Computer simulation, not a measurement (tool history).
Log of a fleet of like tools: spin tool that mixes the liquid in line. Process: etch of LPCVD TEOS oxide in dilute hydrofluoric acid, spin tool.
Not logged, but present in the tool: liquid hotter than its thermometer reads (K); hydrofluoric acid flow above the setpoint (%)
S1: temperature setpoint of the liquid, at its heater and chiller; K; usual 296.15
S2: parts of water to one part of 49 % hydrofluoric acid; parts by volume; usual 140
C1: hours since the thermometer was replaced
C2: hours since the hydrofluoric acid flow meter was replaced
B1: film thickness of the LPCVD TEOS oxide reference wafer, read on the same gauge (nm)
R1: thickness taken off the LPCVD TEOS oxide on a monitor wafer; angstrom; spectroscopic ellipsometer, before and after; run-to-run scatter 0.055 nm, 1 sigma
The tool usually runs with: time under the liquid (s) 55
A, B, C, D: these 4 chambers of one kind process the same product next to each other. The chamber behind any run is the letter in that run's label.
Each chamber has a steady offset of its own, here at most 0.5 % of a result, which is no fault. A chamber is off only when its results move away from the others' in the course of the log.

run 1A hour=4.6 | S1=296.15 S2=140 time_under_the_liquid_(s)=55 | C1=195.6 C2=1798.6 | B1=70.050 | R1=87.770
run 2C hour=10.6 | S1=296.15 S2=140 time_under_the_liquid_(s)=55 | C1=640.1 C2=1091.8 | B1=70.032 | R1=88.409
run 3B hour=13.9 | S1=296.15 S2=140 time_under_the_liquid_(s)=55 | C1=488.9 C2=763.7 | B1=70.046 | R1=87.757
run 4D hour=18.7 | S1=296.15 S2=140 time_under_the_liquid_(s)=55 | C1=469.3 C2=551.7 | B1=70.006 | R1=87.062
run 5D hour=21.5 | S1=297.65 S2=140 time_under_the_liquid_(s)=55 | C1=472.1 C2=554.5 | B1=70.037 | R1=93.623
run 6A hour=25.3 | S1=297.65 S2=140 time_under_the_liquid_(s)=55 | C1=216.3 C2=1819.3 | B1=70.002 | R1=93.641
run 7B hour=30.2 | S1=297.65 S2=140 time_under_the_liquid_(s)=55 | C1=505.2 C2=780.0 | B1=69.982 | R1=93.757
run 8C hour=35.8 | S1=297.65 S2=140 time_under_the_liquid_(s)=55 | C1=665.3 C2=1117.0 | B1=70.003 | R1=94.320
run 9C hour=41.0 | S1=296.15 S2=140 time_under_the_liquid_(s)=55 | C1=670.5 C2=1122.2 | B1=70.046 | R1=87.650
run 10B hour=47.1 | S1=296.15 S2=140 time_under_the_liquid_(s)=55 | C1=522.1 C2=796.9 | B1=70.028 | R1=87.104
-- hour=47.3 chamber D: thermometer replaced
run 11D hour=53.1 | S1=296.15 S2=140 time_under_the_liquid_(s)=55 | C1=5.9 C2=586.1 | B1=69.966 | R1=88.404
run 12A hour=58.7 | S1=296.15 S2=140 time_under_the_liquid_(s)=55 | C1=249.7 C2=1852.7 | B1=69.997 | R1=87.752
run 13A hour=62.3 | S1=292.65 S2=140 time_under_the_liquid_(s)=55 | C1=253.3 C2=1856.3 | B1=69.994 | R1=77.046
run 14C hour=67.0 | S1=292.65 S2=140 time_under_the_liquid_(s)=55 | C1=696.5 C2=1148.2 | B1=70.008 | R1=76.581
run 15D hour=69.8 | S1=292.65 S2=140 time_under_the_liquid_(s)=55 | C1=22.6 C2=602.8 | B1=69.989 | R1=75.663
run 16B hour=75.5 | S1=292.65 S2=140 time_under_the_liquid_(s)=55 | C1=550.5 C2=825.3 | B1=70.047 | R1=76.606
run 17A hour=80.3 | S1=296.15 S2=140 time_under_the_liquid_(s)=55 | C1=271.3 C2=1874.3 | B1=69.985 | R1=88.327
run 18B hour=85.5 | S1=296.15 S2=140 time_under_the_liquid_(s)=55 | C1=560.5 C2=835.3 | B1=70.028 | R1=87.494
run 19C hour=88.6 | S1=296.15 S2=140 time_under_the_liquid_(s)=55 | C1=718.1 C2=1169.8 | B1=70.012 | R1=89.675
run 20D hour=93.6 | S1=296.15 S2=140 time_under_the_liquid_(s)=55 | C1=46.4 C2=626.6 | B1=69.978 | R1=87.852
run 21A hour=97.0 | S1=296.15 S2=140 time_under_the_liquid_(s)=55 | C1=288.0 C2=1891.0 | B1=70.052 | R1=87.337
run 22C hour=101.8 | S1=296.15 S2=140 time_under_the_liquid_(s)=55 | C1=731.3 C2=1183.0 | B1=70.013 | R1=90.513
run 23B hour=107.7 | S1=296.15 S2=140 time_under_the_liquid_(s)=55 | C1=582.7 C2=857.5 | B1=69.997 | R1=87.537
run 24D hour=111.4 | S1=293.65 S2=75 time_under_the_liquid_(s)=55 | C1=64.2 C2=644.4 | B1=70.019 | R1=161.450
run 25A hour=114.5 | S1=293.65 S2=75 time_under_the_liquid_(s)=55 | C1=305.5 C2=1908.5 | B1=69.978 | R1=160.120
run 26B hour=119.3 | S1=293.65 S2=75 time_under_the_liquid_(s)=55 | C1=594.3 C2=869.1 | B1=70.010 | R1=160.790
run 27C hour=123.4 | S1=293.65 S2=75 time_under_the_liquid_(s)=55 | C1=752.9 C2=1204.6 | B1=70.009 | R1=166.380
run 28D hour=128.8 | S1=296.15 S2=140 time_under_the_liquid_(s)=55 | C1=81.6 C2=661.8 | B1=70.026 | R1=87.865
run 29C hour=134.1 | S1=296.15 S2=140 time_under_the_liquid_(s)=55 | C1=763.6 C2=1215.3 | B1=69.994 | R1=92.093
run 30D hour=138.3 | S1=296.15 S2=140 time_under_the_liquid_(s)=55 | C1=91.1 C2=671.3 | B1=70.011 | R1=87.745
run 31A hour=142.3 | S1=296.15 S2=140 time_under_the_liquid_(s)=55 | C1=333.3 C2=1936.3 | B1=70.025 | R1=87.473
run 32B hour=145.5 | S1=296.15 S2=140 time_under_the_liquid_(s)=55 | C1=620.5 C2=895.3 | B1=70.037 | R1=88.804
run 33B hour=150.2 | S1=296.15 S2=140 time_under_the_liquid_(s)=55 | C1=625.2 C2=900.0 | B1=69.980 | R1=87.826
run 34C hour=154.0 | S1=296.15 S2=140 time_under_the_liquid_(s)=55 | C1=783.5 C2=1235.2 | B1=69.980 | R1=93.402
run 35D hour=159.6 | S1=296.15 S2=140 time_under_the_liquid_(s)=55 | C1=112.4 C2=692.6 | B1=69.996 | R1=87.125
run 36A hour=163.5 | S1=296.15 S2=140 time_under_the_liquid_(s)=55 | C1=354.5 C2=1957.5 | B1=70.005 | R1=87.789
run 37B hour=168.2 | S1=296.15 S2=140 time_under_the_liquid_(s)=55 | C1=643.2 C2=918.0 | B1=69.979 | R1=87.568
run 38A hour=171.6 | S1=296.15 S2=140 time_under_the_liquid_(s)=55 | C1=362.6 C2=1965.6 | B1=69.987 | R1=88.056
run 39D hour=175.6 | S1=296.15 S2=140 time_under_the_liquid_(s)=55 | C1=128.4 C2=708.6 | B1=69.996 | R1=87.954
run 40C hour=178.4 | S1=296.15 S2=140 time_under_the_liquid_(s)=55 | C1=807.9 C2=1259.6 | B1=70.018 | R1=96.289

Next, all 4 chambers run the settings below, one line each with question marks for the results. What does each chamber give?
run 41A hour=182.8 | S1=296.15 S2=140 time_under_the_liquid_(s)=55 | R1=?
run 41B hour=182.8 | S1=296.15 S2=140 time_under_the_liquid_(s)=55 | R1=?
run 41C hour=182.8 | S1=296.15 S2=140 time_under_the_liquid_(s)=55 | R1=?
run 41D hour=182.8 | S1=296.15 S2=140 time_under_the_liquid_(s)=55 | R1=?

run=41A R1=87.977
run=41B R1=86.874
run=41C R1=96.263
run=41D R1=88.602
